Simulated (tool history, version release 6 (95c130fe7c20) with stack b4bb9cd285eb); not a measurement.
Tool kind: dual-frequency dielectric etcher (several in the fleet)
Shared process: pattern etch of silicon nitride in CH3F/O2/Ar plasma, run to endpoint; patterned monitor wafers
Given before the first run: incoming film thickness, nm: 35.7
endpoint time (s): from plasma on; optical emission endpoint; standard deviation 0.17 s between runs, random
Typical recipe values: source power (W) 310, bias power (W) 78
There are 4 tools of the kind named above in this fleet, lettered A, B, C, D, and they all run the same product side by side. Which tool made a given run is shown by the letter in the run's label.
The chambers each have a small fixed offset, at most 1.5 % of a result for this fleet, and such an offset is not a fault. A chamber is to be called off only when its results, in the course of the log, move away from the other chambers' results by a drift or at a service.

{"run": "1B", "hour": 4.6, "source power (W)": 310, "bias power (W)": 78, "endpoint time (s)": 55.151}
{"run": "2A", "hour": 8.2, "source power (W)": 310, "bias power (W)": 78, "endpoint time (s)": 55.964}
{"run": "3C", "hour": 14.5, "source power (W)": 310, "bias power (W)": 78, "endpoint time (s)": 56.4}
{"run": "4D", "hour": 19.1, "source power (W)": 310, "bias power (W)": 78, "endpoint time (s)": 55.027}
{"run": "5A", "hour": 26.5, "source power (W)": 310, "bias power (W)": 78, "endpoint time (s)": 55.828}
{"run": "6B", "hour": 33.9, "source power (W)": 310, "bias power (W)": 78, "endpoint time (s)": 54.977}
{"run": "7D", "hour": 37.8, "source power (W)": 310, "bias power (W)": 64, "endpoint time (s)": 59.236}
{"run": "8C", "hour": 41.5, "source power (W)": 310, "bias power (W)": 64, "endpoint time (s)": 59.935}
{"run": "9B", "hour": 45.0, "source power (W)": 310, "bias power (W)": 64, "endpoint time (s)": 59.293}
{"run": "10C", "hour": 51.3, "source power (W)": 310, "bias power (W)": 64, "endpoint time (s)": 60.209}
{"run": "11D", "hour": 56.5, "source power (W)": 310, "bias power (W)": 78, "endpoint time (s)": 54.94}
{"run": "12A", "hour": 62.8, "source power (W)": 310, "bias power (W)": 78, "endpoint time (s)": 55.74}
{"run": "13C", "hour": 67.8, "source power (W)": 310, "bias power (W)": 78, "endpoint time (s)": 56.12}
{"run": "14D", "hour": 75.2, "source power (W)": 310, "bias power (W)": 78, "endpoint time (s)": 55.341}
{"run": "15A", "hour": 80.4, "source power (W)": 310, "bias power (W)": 78, "endpoint time (s)": 55.665}
{"run": "16B", "hour": 88.3, "source power (W)": 310, "bias power (W)": 78, "endpoint time (s)": 54.875}
{"run": "17A", "hour": 94.0, "source power (W)": 310, "bias power (W)": 78, "endpoint time (s)": 55.842}
{"run": "18B", "hour": 100.8, "source power (W)": 310, "bias power (W)": 78, "endpoint time (s)": 55.14}
{"hour": 107.9, "done": "chamber A: wet clean of the chamber"}
{"run": "19D", "hour": 108.9, "source power (W)": 310, "bias power (W)": 78, "endpoint time (s)": 55.526}
{"run": "20C", "hour": 116.9, "source power (W)": 310, "bias power (W)": 78, "endpoint time (s)": 56.344}
{"run": "21C", "hour": 124.1, "source power (W)": 310, "bias power (W)": 78, "endpoint time (s)": 56.064}
{"run": "22B", "hour": 130.9, "source power (W)": 310, "bias power (W)": 78, "endpoint time (s)": 55.045}
{"run": "23D", "hour": 136.0, "source power (W)": 310, "bias power (W)": 78, "endpoint time (s)": 55.172}
{"run": "24A", "hour": 143.8, "source power (W)": 310, "bias power (W)": 78, "endpoint time (s)": 57.793}
{"run": "25A", "hour": 151.0, "source power (W)": 310, "bias power (W)": 78, "endpoint time (s)": 57.553}
{"run": "26B", "hour": 154.5, "source power (W)": 310, "bias power (W)": 78, "endpoint time (s)": 55.181}
{"run": "27C", "hour": 160.2, "source power (W)": 310, "bias power (W)": 78, "endpoint time (s)": 56.14}
{"run": "28D", "hour": 164.2, "source power (W)": 310, "bias power (W)": 78, "endpoint time (s)": 55.258}
{"run": "29A", "hour": 168.0, "source power (W)": 310, "bias power (W)": 78, "endpoint time (s)": 57.6}
{"run": "30B", "hour": 176.1, "source power (W)": 310, "bias power (W)": 78, "endpoint time (s)": 55.414}
{"run": "31D", "hour": 182.0, "source power (W)": 310, "bias power (W)": 78, "endpoint time (s)": 55.236}
{"run": "32C", "hour": 188.6, "source power (W)": 310, "bias power (W)": 78, "endpoint time (s)": 55.975}
{"run": "33D", "hour": 192.7, "source power (W)": 310, "bias power (W)": 78, "endpoint time (s)": 55.243}
{"run": "34C", "hour": 198.5, "source power (W)": 310, "bias power (W)": 78, "endpoint time (s)": 56.36}
{"run": "35B", "hour": 204.5, "source power (W)": 310, "bias power (W)": 78, "endpoint time (s)": 55.215}
{"run": "36A", "hour": 212.5, "source power (W)": 310, "bias power (W)": 78, "endpoint time (s)": 58.082}
{"hour": 215.3, "done": "chamber D: wet clean of the chamber"}
{"hour": 219.5, "done": "chamber A: source power generator calibrated"}
{"run": "37D", "hour": 220.0, "source power (W)": 310, "bias power (W)": 78, "endpoint time (s)": 55.425}
{"run": "38C", "hour": 226.8, "source power (W)": 310, "bias power (W)": 78, "endpoint time (s)": 56.251}
{"run": "39A", "hour": 232.5, "source power (W)": 280, "bias power (W)": 96, "endpoint time (s)": 55.733}
{"run": "40B", "hour": 236.3, "source power (W)": 280, "bias power (W)": 96, "endpoint time (s)": 53.034}
{"run": "41D", "hour": 240.6, "source power (W)": 280, "bias power (W)": 96, "endpoint time (s)": 53.048}
{"run": "42A", "hour": 247.7, "source power (W)": 280, "bias power (W)": 96, "endpoint time (s)": 55.542}
{"run": "43C", "hour": 251.7, "source power (W)": 310, "bias power (W)": 78, "endpoint time (s)": 56.348}

Read the log: is a single chamber off, either drifting away or since a service, is the gauge that measures every chamber drifting, or is nothing wrong beyond small per-chamber offsets? Name any odd chamber and what most likely caused it.

Chamber A came out of a service off from its peers and stayed that way.
What lies behind it: etch rate under this chamber's usual, % = 3.52.

Below are 4 candidate recipes for chamber A's next run, each the usual settings with a change, their results shown as question marks. Which of them brings A's results back in line with what the other chambers give on the usual settings?
A result is in line if it is within this distance of the other chambers' mean on the usual settings: endpoint time (s) 0.590
{"run": "44A-1", "hour": 257.5, "source power (W)": 290, "bias power (W)": 74, "endpoint time (s)": "?"}
{"run": "44A-2", "hour": 257.5, "source power (W)": 340, "bias power (W)": 84, "endpoint time (s)": "?"}
{"run": "44A-3", "hour": 257.5, "source power (W)": 330, "bias power (W)": 82, "endpoint time (s)": "?"}
{"run": "44A-4", "hour": 257.5, "source power (W)": 260, "bias power (W)": 78, "endpoint time (s)": "?"}

The mean the other chambers reach with the usual settings: endpoint time (s) 55.524
run=44A-1 endpoint_time_(s)=60.410
run=44A-2 endpoint_time_(s)=54.386
run=44A-3 endpoint_time_(s)=55.476
run=44A-4 endpoint_time_(s)=61.826
Change 44A-3 lands the chamber within the allowed miss of the other chambers.
